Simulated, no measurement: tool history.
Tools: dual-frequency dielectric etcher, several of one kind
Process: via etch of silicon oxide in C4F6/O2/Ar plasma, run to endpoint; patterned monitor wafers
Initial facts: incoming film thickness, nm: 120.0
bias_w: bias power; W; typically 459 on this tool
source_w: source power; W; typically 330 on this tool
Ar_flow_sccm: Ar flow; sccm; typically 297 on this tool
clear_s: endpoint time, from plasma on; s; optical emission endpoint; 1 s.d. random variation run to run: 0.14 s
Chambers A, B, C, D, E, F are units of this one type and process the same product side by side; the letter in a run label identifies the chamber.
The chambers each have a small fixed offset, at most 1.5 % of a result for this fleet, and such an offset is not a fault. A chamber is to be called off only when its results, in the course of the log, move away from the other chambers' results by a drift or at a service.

run 1C hour=5.6 | bias_w=459 source_w=330 Ar_flow_sccm=297 | clear_s=29.447
run 2A hour=13.3 | bias_w=459 source_w=330 Ar_flow_sccm=297 | clear_s=29.380
run 3D hour=20.4 | bias_w=459 source_w=330 Ar_flow_sccm=297 | clear_s=29.237
run 4B hour=31.6 | bias_w=459 source_w=330 Ar_flow_sccm=297 | clear_s=29.605
-- hour=31.8 chamber A: source power generator calibrated
run 5F hour=38.3 | bias_w=459 source_w=330 Ar_flow_sccm=297 | clear_s=29.268
run 6E hour=49.7 | bias_w=459 source_w=330 Ar_flow_sccm=297 | clear_s=28.954
run 7B hour=60.5 | bias_w=459 source_w=330 Ar_flow_sccm=297 | clear_s=29.665
run 8A hour=68.2 | bias_w=459 source_w=330 Ar_flow_sccm=297 | clear_s=29.289
run 9D hour=77.7 | bias_w=403 source_w=290 Ar_flow_sccm=297 | clear_s=32.362
run 10E hour=83.8 | bias_w=403 source_w=290 Ar_flow_sccm=297 | clear_s=32.420
run 11C hour=89.5 | bias_w=403 source_w=290 Ar_flow_sccm=297 | clear_s=32.504
run 12F hour=97.1 | bias_w=403 source_w=290 Ar_flow_sccm=297 | clear_s=32.066
run 13A hour=105.1 | bias_w=403 source_w=290 Ar_flow_sccm=297 | clear_s=32.403
run 14B hour=111.5 | bias_w=403 source_w=290 Ar_flow_sccm=297 | clear_s=32.542
run 15D hour=119.9 | bias_w=459 source_w=330 Ar_flow_sccm=297 | clear_s=29.262
run 16E hour=131.4 | bias_w=459 source_w=330 Ar_flow_sccm=297 | clear_s=29.538
run 17C hour=140.6 | bias_w=459 source_w=330 Ar_flow_sccm=297 | clear_s=29.587
run 18F hour=148.5 | bias_w=459 source_w=330 Ar_flow_sccm=297 | clear_s=29.451
run 19B hour=154.2 | bias_w=459 source_w=330 Ar_flow_sccm=297 | clear_s=29.825
-- hour=157.6 chamber C: source power generator calibrated
run 20C hour=166.0 | bias_w=459 source_w=330 Ar_flow_sccm=297 | clear_s=29.536
run 21E hour=172.7 | bias_w=459 source_w=330 Ar_flow_sccm=297 | clear_s=29.178
run 22F hour=181.0 | bias_w=459 source_w=330 Ar_flow_sccm=297 | clear_s=29.269
run 23D hour=188.0 | bias_w=413 source_w=330 Ar_flow_sccm=297 | clear_s=30.381
-- hour=188.6 chamber C: wet clean of the chamber
-- hour=196.4 chamber D: wet clean of the chamber
run 24A hour=199.0 | bias_w=413 source_w=330 Ar_flow_sccm=297 | clear_s=31.199
run 25F hour=205.6 | bias_w=413 source_w=330 Ar_flow_sccm=297 | clear_s=30.632
run 26D hour=214.1 | bias_w=413 source_w=330 Ar_flow_sccm=297 | clear_s=30.340
run 27A hour=220.8 | bias_w=413 source_w=330 Ar_flow_sccm=297 | clear_s=31.326
-- hour=226.0 chamber E: wet clean of the chamber
run 28B hour=229.6 | bias_w=413 source_w=330 Ar_flow_sccm=297 | clear_s=30.822
run 29C hour=241.6 | bias_w=567 source_w=330 Ar_flow_sccm=322 | clear_s=27.513
run 30E hour=247.5 | bias_w=567 source_w=330 Ar_flow_sccm=322 | clear_s=27.327
-- hour=249.0 chamber F: wet clean of the chamber
run 31F hour=256.0 | bias_w=567 source_w=330 Ar_flow_sccm=322 | clear_s=27.092
run 32A hour=265.0 | bias_w=567 source_w=330 Ar_flow_sccm=322 | clear_s=28.147
run 33B hour=271.4 | bias_w=567 source_w=330 Ar_flow_sccm=322 | clear_s=27.517
run 34E hour=282.1 | bias_w=567 source_w=330 Ar_flow_sccm=322 | clear_s=27.280
run 35C hour=288.1 | bias_w=459 source_w=330 Ar_flow_sccm=297 | clear_s=29.340
run 36D hour=296.6 | bias_w=459 source_w=330 Ar_flow_sccm=297 | clear_s=29.531
run 37A hour=305.0 | bias_w=459 source_w=330 Ar_flow_sccm=297 | clear_s=30.479

Is one chamber out of step, is the gauge drifting, or do the chambers differ by no more than their own small offsets? For an off chamber, give its letter and the likeliest cause.

It is chamber A that slowly wanders off from its peers.
Most likely cause: etch rate under this chamber's usual, % = 4.54.

Which of the 4 candidates below, each the usual settings with something changed and its results left as question marks, puts chamber A back in line with what the other chambers give on the usual settings?
A result is in line if it is within this distance of the other chambers' mean on the usual settings: clear_s 0.490 s
run 38A-1 hour=313.6 | bias_w=459 source_w=290 Ar_flow_sccm=297 | clear_s=?
run 38A-2 hour=313.6 | bias_w=412 source_w=300 Ar_flow_sccm=306 | clear_s=?
run 38A-3 hour=313.6 | bias_w=506 source_w=360 Ar_flow_sccm=288 | clear_s=?
run 38A-4 hour=313.6 | bias_w=459 source_w=370 Ar_flow_sccm=297 | clear_s=?

The mean the other chambers reach with the usual settings: clear_s 29.383 s
run=38A-1 clear_s=32.185
run=38A-2 clear_s=33.192
run=38A-3 clear_s=28.563
run=38A-4 clear_s=29.420
38A-4 puts the chamber back in line with the other chambers.
